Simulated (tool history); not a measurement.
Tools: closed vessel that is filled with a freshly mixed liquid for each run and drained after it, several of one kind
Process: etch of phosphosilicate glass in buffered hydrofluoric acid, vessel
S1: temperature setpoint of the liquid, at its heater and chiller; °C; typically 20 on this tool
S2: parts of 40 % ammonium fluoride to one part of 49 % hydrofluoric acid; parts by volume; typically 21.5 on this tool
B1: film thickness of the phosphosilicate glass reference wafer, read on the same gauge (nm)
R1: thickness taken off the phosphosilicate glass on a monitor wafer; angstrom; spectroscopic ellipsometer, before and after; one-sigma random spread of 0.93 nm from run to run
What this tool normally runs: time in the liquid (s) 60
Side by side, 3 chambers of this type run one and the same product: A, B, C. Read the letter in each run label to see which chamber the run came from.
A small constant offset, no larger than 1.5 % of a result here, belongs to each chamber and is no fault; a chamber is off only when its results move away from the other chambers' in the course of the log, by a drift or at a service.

-- hour=9.4 chamber C: thermometer replaced
run 1C hour=13.9 | S1=20 S2=21.5 time_in_the_liquid_(s)=60 | B1=30.022 | R1=2379.9
run 2B hour=21.2 | S1=20 S2=21.5 time_in_the_liquid_(s)=60 | B1=29.974 | R1=2364.9
run 3A hour=30.8 | S1=20 S2=21.5 time_in_the_liquid_(s)=60 | B1=29.979 | R1=2336.8
run 4A hour=41.4 | S1=20 S2=21.5 time_in_the_liquid_(s)=60 | B1=29.982 | R1=2324
run 5C hour=50.7 | S1=20 S2=21.5 time_in_the_liquid_(s)=60 | B1=30.019 | R1=2365.5
run 6B hour=60.3 | S1=20 S2=21.5 time_in_the_liquid_(s)=60 | B1=29.987 | R1=2358.9
run 7A hour=68.8 | S1=20 S2=21.5 time_in_the_liquid_(s)=60 | B1=29.996 | R1=2330.8
run 8C hour=79.7 | S1=20 S2=21.5 time_in_the_liquid_(s)=60 | B1=30.025 | R1=2334.1
run 9B hour=93.2 | S1=20 S2=21.5 time_in_the_liquid_(s)=60 | B1=30.003 | R1=2355.4
run 10B hour=100.7 | S1=20 S2=21.5 time_in_the_liquid_(s)=60 | B1=29.989 | R1=2340.6
-- hour=103.8 chamber B: hydrofluoric acid flow meter replaced
run 11C hour=112 | S1=20 S2=21.5 time_in_the_liquid_(s)=60 | B1=29.967 | R1=2369.6
run 12A hour=120.9 | S1=20 S2=21.5 time_in_the_liquid_(s)=80 | B1=30.009 | R1=3099
run 13C hour=127.2 | S1=20 S2=21.5 time_in_the_liquid_(s)=80 | B1=30.009 | R1=3159
run 14A hour=140.1 | S1=20 S2=21.5 time_in_the_liquid_(s)=80 | B1=30.02 | R1=3077.9
run 15B hour=154.3 | S1=20 S2=21.5 time_in_the_liquid_(s)=60 | B1=29.992 | R1=2330.3
run 16B hour=162.5 | S1=20 S2=21.5 time_in_the_liquid_(s)=60 | B1=30.002 | R1=2327.7
run 17C hour=171.1 | S1=20 S2=21.5 time_in_the_liquid_(s)=60 | B1=29.975 | R1=2370.9
run 18A hour=178.9 | S1=20 S2=21.5 time_in_the_liquid_(s)=60 | B1=29.985 | R1=2321.2
run 19C hour=190.2 | S1=20 S2=21.5 time_in_the_liquid_(s)=60 | B1=30.05 | R1=2355
run 20A hour=199.5 | S1=20 S2=21.5 time_in_the_liquid_(s)=60 | B1=29.991 | R1=2313.9
run 21B hour=209.7 | S1=20 S2=21.5 time_in_the_liquid_(s)=60 | B1=29.981 | R1=2312
run 22C hour=221.4 | S1=20 S2=21.5 time_in_the_liquid_(s)=60 | B1=29.975 | R1=2368.1
run 23A hour=234.9 | S1=20 S2=21.5 time_in_the_liquid_(s)=60 | B1=30.028 | R1=2317.2
-- hour=238 chamber A: hydrofluoric acid flow meter replaced
run 24B hour=245.8 | S1=20 S2=21.5 time_in_the_liquid_(s)=60 | B1=29.981 | R1=2264.8
run 25B hour=257.2 | S1=20 S2=21.5 time_in_the_liquid_(s)=60 | B1=30.002 | R1=2259.8
run 26C hour=265.4 | S1=20 S2=21.5 time_in_the_liquid_(s)=60 | B1=30.035 | R1=2339
run 27A hour=274.7 | S1=20 S2=21.5 time_in_the_liquid_(s)=60 | B1=30.023 | R1=2324.7
run 28B hour=286.9 | S1=20 S2=21.5 time_in_the_liquid_(s)=60 | B1=30.017 | R1=2253.4
run 29A hour=297.4 | S1=20 S2=21.5 time_in_the_liquid_(s)=60 | B1=29.961 | R1=2321.8
run 30C hour=304.5 | S1=20 S2=21.5 time_in_the_liquid_(s)=60 | B1=30.003 | R1=2340.2
run 31C hour=312 | S1=20 S2=21.5 time_in_the_liquid_(s)=60 | B1=30.035 | R1=2356.5

The same settings go to every chamber for the next run, one line per chamber below. Forecast the results for each:
run 32A hour=322.4 | S1=17.5 S2=21.5 time_in_the_liquid_(s)=60 | R1=?
run 32B hour=322.4 | S1=17.5 S2=21.5 time_in_the_liquid_(s)=60 | R1=?
run 32C hour=322.4 | S1=17.5 S2=21.5 time_in_the_liquid_(s)=60 | R1=?

run=32A R1=2018.2
run=32B R1=1926.2
run=32C R1=2048.7
